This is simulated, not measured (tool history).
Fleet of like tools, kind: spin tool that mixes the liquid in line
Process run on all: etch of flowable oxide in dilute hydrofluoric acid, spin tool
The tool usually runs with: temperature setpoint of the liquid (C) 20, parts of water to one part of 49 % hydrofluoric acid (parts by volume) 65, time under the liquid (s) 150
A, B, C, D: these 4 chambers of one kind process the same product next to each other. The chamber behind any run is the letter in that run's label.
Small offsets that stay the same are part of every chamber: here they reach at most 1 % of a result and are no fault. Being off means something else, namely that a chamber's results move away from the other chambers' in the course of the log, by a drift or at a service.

run   hour  temperature setpoint of the liquid (C)  parts of water to one part of 49 % hydrofluoric acid (parts by volume)  time under the liquid (s)  hours since the thermometer was replaced  hours since the hydrofluoric acid flow meter was replaced  read-back film thickness of the flowable oxide reference wafer, read on the same gauge (nm)  thickness taken off the flowable oxide on a monitor wafer (Å)
 1B   14.7                                      20                                                                      65                        150                                     836.5                                                      763.4                                                                                       79.972                                                         421.98
 2C   27.8                                      20                                                                      65                        150                                     284.6                                                       49.9                                                                                       79.992                                                         423.76
      32.9  -- chamber A: hydrofluoric acid flow meter replaced
 3D   40.8                                      20                                                                      65                        150                                     881.5                                                      530.2                                                                                       80.006                                                         422.06
 4A   56.4                                      20                                                                      65                        150                                    1863.7                                                       23.5                                                                                       80.021                                                         423.48
 5C   67.6                                      20                                                                      65                        150                                     324.4                                                       89.7                                                                                       80.007                                                         421.19
 6A   74.6                                      20                                                                      65                        150                                    1881.9                                                       41.7                                                                                       79.962                                                         421.17
 7D   85.6                                      20                                                                      65                        150                                     926.3                                                        575                                                                                       79.971                                                         423.85
 8B  101.8                                      25                                                                      45                        150                                     923.6                                                      850.5                                                                                        79.98                                                         781.48
 9C  117.8                                      25                                                                      45                        150                                     374.6                                                      139.9                                                                                       79.995                                                         766.89
10B  132.8                                      25                                                                      45                        150                                     954.6                                                      881.5                                                                                       80.015                                                         774.64
11A  140.1                                      25                                                                      45                        150                                    1947.4                                                      107.2                                                                                       79.981                                                         763.08
12D  149.2                                      20                                                                      65                        150                                     989.9                                                      638.6                                                                                       80.011                                                         425.22
13D  156.5                                      20                                                                      65                        150                                     997.2                                                      645.9                                                                                       79.978                                                         420.66
14A  168.3                                      20                                                                      65                        150                                    1975.6                                                      135.4                                                                                       80.065                                                         420.81
15B  181.1                                      17                                                                      65                        100                                    1002.9                                                      929.8                                                                                       80.031                                                         245.35
16C  196.4                                      17                                                                      65                        100                                     453.2                                                      218.5                                                                                       80.033                                                         247.73
17C  209.9                                      17                                                                      65                        100                                     466.7                                                        232                                                                                       79.995                                                         246.95
18A  217.5                                      17                                                                      65                        100                                    2024.8                                                      184.6                                                                                       79.998                                                         247.49
19B    227                                      20                                                                      65                        150                                    1048.8                                                      975.7                                                                                       80.018                                                         417.12
     233.2  -- chamber A: thermometer replaced
20D  234.2                                      20                                                                      65                        150                                    1074.9                                                      723.6                                                                                       80.013                                                         423.95
21C  245.2                                      20                                                                      65                        150                                       502                                                      267.3                                                                                        80.02                                                         421.84
22D  256.3                                      20                                                                      65                        150                                      1097                                                      745.7                                                                                       79.974                                                         423.53
23B  271.5                                      20                                                                      65                        150                                    1093.3                                                     1020.2                                                                                       80.033                                                         410.61
24A  287.6                                      20                                                                      65                        150                                      54.4                                                      254.7                                                                                       80.013                                                         423.98
25C  301.5                                      20                                                                      65                        150                                     558.3                                                      323.6                                                                                       79.978                                                         417.68
26A  314.6                                      20                                                                      65                        150                                      81.4                                                      281.7                                                                                       79.977                                                         423.09
27B  323.1                                      20                                                                      65                        150                                    1144.9                                                     1071.8                                                                                       80.014                                                         403.91
28D  337.8                                      20                                                                      65                        150                                    1178.5                                                      827.2                                                                                       79.993                                                         420.36
29A  353.2                                      20                                                                      65                        150                                       120                                                      320.3                                                                                        79.98                                                         419.72
30B  365.6                                      20                                                                      65                        150                                    1187.4                                                     1114.3                                                                                       80.007                                                         401.83
31D  373.6                                      20                                                                      65                        150                                    1214.3                                                        863                                                                                       80.005                                                         421.85
32C  383.5                                      20                                                                      65                        150                                     640.3                                                      405.6                                                                                       79.992                                                         421.12
33D  398.4                                      20                                                                      65                        150                                    1239.1                                                      887.8                                                                                       80.037                                                         422.79

For the next run the whole fleet of 4 chambers uses the same settings. Give each chamber's results:
34A   410                                      20                                                                      65                        150                                                                                                                                                                                                                                                                ?
34B   410                                      20                                                                      65                        150                                                                                                                                                                                                                                                                ?
34C   410                                      20                                                                      65                        150                                                                                                                                                                                                                                                                ?
34D   410                                      20                                                                      65                        150                                                                                                                                                                                                                                                                ?

run  thickness taken off the flowable oxide on a monitor wafer (Å)
34A                                                         422.03
34B                                                         394.09
34C                                                         422.73
34D                                                         424.99
